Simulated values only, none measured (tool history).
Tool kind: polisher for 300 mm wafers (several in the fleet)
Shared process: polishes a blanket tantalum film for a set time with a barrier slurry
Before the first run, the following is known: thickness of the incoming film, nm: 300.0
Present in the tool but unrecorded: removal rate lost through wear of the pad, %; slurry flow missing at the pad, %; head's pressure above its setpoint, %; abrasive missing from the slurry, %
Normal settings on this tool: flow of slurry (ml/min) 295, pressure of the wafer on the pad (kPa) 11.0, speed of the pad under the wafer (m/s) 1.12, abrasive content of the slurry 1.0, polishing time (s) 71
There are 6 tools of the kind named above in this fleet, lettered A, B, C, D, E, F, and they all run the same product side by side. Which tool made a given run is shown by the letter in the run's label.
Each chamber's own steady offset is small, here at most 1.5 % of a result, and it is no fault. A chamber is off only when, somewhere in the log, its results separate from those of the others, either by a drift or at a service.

run	hour	flow of slurry (ml/min)	pressure of the wafer on the pad (kPa)	speed of the pad under the wafer (m/s)	abrasive content of the slurry	polishing time (s)	wafers polished on this pad	hours since the slurry nozzle was cleaned	hours since the head pressure was calibrated	hours since the slurry blender was calibrated	film removed (nm)
# hour 4.9: chamber E: worn pad replaced by a new one
1C	8.8	295	11.0	1.12	1.0	71	498	355.6	1073.3	148.1	88.323
2A	20.8	295	11.0	1.12	1.0	71	456	382.9	549.9	158.6	89.575
3F	30.8	295	11.0	1.12	1.0	71	765	62.4	79.6	352.5	89.352
# hour 38.1: chamber B: worn pad replaced by a new one
4B	40.2	295	11.0	1.12	1.0	71	20	112.8	156.6	64.1	92.245
# hour 43.9: chamber A: slurry blender recalibrated
# hour 44.8: chamber F: worn pad replaced by a new one
# hour 44.9: chamber C: worn pad replaced by a new one
5E	52.8	295	11.0	1.12	1.0	71	438	177.3	504.1	79.5	90.998
6D	66.6	295	11.0	1.12	1.0	71	1304	75.5	619.0	94.4	90.516
7F	80.3	295	11.0	1.12	1.0	71	325	111.9	129.1	402.0	90.868
# hour 89.7: chamber C: slurry nozzle cleaned
8A	91.5	295	11.0	1.12	1.0	71	1103	453.6	620.6	47.7	88.506
9D	100.7	295	11.0	1.12	1.0	71	1616	109.6	653.1	128.5	91.329
# hour 107.7: chamber A: worn pad replaced by a new one
10E	115.5	295	11.0	0.80	1.0	94	1012	240.0	566.8	142.2	85.917
# hour 115.9: chamber B: slurry blender recalibrated
# hour 121.9: chamber C: slurry blender recalibrated
11C	126.1	295	11.0	0.80	1.0	94	743	36.4	1190.6	4.2	81.555
# hour 126.8: chamber E: worn pad replaced by a new one
# hour 127.5: chamber B: worn pad replaced by a new one
# hour 134.7: chamber C: worn pad replaced by a new one
12B	138.2	295	11.0	0.80	1.0	94	98	210.8	254.6	22.4	85.122
13E	148.7	295	11.0	0.80	1.0	94	201	273.2	600.0	175.4	85.744
# hour 151.4: chamber F: worn pad replaced by a new one
# hour 163.2: chamber F: slurry blender recalibrated
14C	164.3	295	11.0	0.80	1.0	94	271	74.6	1228.8	42.4	84.333
# hour 172.0: chamber A: slurry nozzle cleaned
15D	173.6	295	11.0	0.80	1.0	94	2283	182.5	726.0	201.4	84.830
# hour 178.2: chamber B: slurry nozzle cleaned
16F	184.1	295	11.0	1.12	1.0	71	300	215.7	232.9	21.0	90.438
17A	197.7	295	11.0	1.12	1.0	71	824	25.7	726.8	153.9	89.889
18B	212.8	295	11.0	1.12	1.0	71	780	34.6	329.2	97.0	90.344
# hour 214.2: chamber B: worn pad replaced by a new one
# hour 221.9: chamber A: slurry blender recalibrated
# hour 224.4: chamber E: slurry blender recalibrated
19D	228.6	295	11.0	1.12	1.0	71	2786	237.5	781.0	256.4	87.759
# hour 230.1: chamber C: worn pad replaced by a new one
20C	240.6	295	11.0	1.12	1.0	71	96	150.9	1305.1	118.7	88.334
# hour 251.4: chamber F: worn pad replaced by a new one
21F	252.5	295	11.0	1.12	1.0	71	10	284.1	301.3	89.4	91.368
# hour 257.7: chamber D: slurry blender recalibrated
22E	266.5	295	11.0	1.12	1.0	71	1279	391.0	717.8	42.1	91.879
# hour 268.0: chamber E: slurry nozzle cleaned
# hour 273.5: chamber E: worn pad replaced by a new one
# hour 273.6: chamber A: worn pad replaced by a new one
23A	277.9	295	11.0	1.12	1.0	71	39	105.9	807.0	56.0	89.965
# hour 283.6: chamber B: slurry blender recalibrated
24B	289.8	295	11.0	1.12	1.0	71	692	111.6	406.2	6.2	90.925
# hour 304.5: chamber B: worn pad replaced by a new one
25C	305.4	295	11.0	1.12	1.0	71	689	215.7	1369.9	183.5	89.259
26B	313.5	295	11.0	1.12	1.0	71	82	135.3	429.9	29.9	89.428
# hour 323.3: chamber C: worn pad replaced by a new one
27E	325.6	295	11.0	1.12	1.0	71	476	57.6	776.9	101.2	91.755
28A	333.4	295	9.7	0.76	1.0	71	547	161.4	862.5	111.5	53.572
29D	342.7	295	9.7	0.76	1.0	71	3831	351.6	895.1	85.1	52.200
# hour 345.9: chamber F: worn pad replaced by a new one
# hour 346.8: chamber A: head pressure recalibrated
30F	356.5	295	9.7	0.76	1.0	71	97	388.1	405.3	193.4	53.289
31D	366.4	295	9.7	0.76	1.0	71	4047	375.3	918.8	108.8	51.710
32B	373.5	295	9.7	0.76	1.0	71	631	195.3	489.9	89.9	53.151
# hour 381.8: chamber D: slurry nozzle cleaned
# hour 385.1: chamber C: slurry blender recalibrated
33A	388.8	295	9.7	0.76	1.0	71	1054	216.8	42.0	166.9	53.151
# hour 390.4: chamber B: worn pad replaced by a new one
# hour 399.4: chamber E: head pressure recalibrated
34F	399.8	295	11.0	1.12	1.0	71	493	431.4	448.6	236.7	90.494
# hour 407.2: chamber C: worn pad replaced by a new one
35E	408.4	295	11.0	1.12	0.7	95	1234	140.4	9.1	184.0	107.470
# hour 414.6: chamber A: slurry blender recalibrated
# hour 418.5: chamber B: slurry blender recalibrated
36C	423.5	295	11.0	1.12	0.7	95	149	333.8	1488.0	38.4	105.670
# hour 423.6: chamber B: slurry nozzle cleaned
# hour 424.6: chamber C: head pressure recalibrated
# hour 426.1: chamber E: worn pad replaced by a new one
37C	432.1	295	11.0	1.12	0.7	95	228	342.4	7.6	47.0	106.370
# hour 436.5: chamber A: worn pad replaced by a new one
38B	439.5	295	11.0	1.12	0.7	95	449	15.9	555.9	21.0	107.680
39D	451.8	295	11.0	1.12	0.7	95	4829	70.0	1004.2	194.2	102.280
# hour 453.3: chamber F: worn pad replaced by a new one
40F	462.3	295	11.0	1.12	0.7	95	82	493.9	511.1	299.2	106.880
41A	471.0	295	11.0	1.12	1.0	71	315	299.0	124.2	56.4	89.588
42E	484.9	295	11.0	1.12	1.0	71	538	216.9	85.6	260.5	90.499

Predict what each chamber gives when all 6 of them run the settings below next.
43A	496.3	295	11.0	1.12	1.0	71					?
43B	496.3	295	11.0	1.12	1.0	71					?
43C	496.3	295	11.0	1.12	1.0	71					?
43D	496.3	295	11.0	1.12	1.0	71					?
43E	496.3	295	11.0	1.12	1.0	71					?
43F	496.3	295	11.0	1.12	1.0	71					?

run	film removed (nm)
43A	88.630
43B	90.848
43C	87.419
43D	84.695
43E	91.541
43F	89.659

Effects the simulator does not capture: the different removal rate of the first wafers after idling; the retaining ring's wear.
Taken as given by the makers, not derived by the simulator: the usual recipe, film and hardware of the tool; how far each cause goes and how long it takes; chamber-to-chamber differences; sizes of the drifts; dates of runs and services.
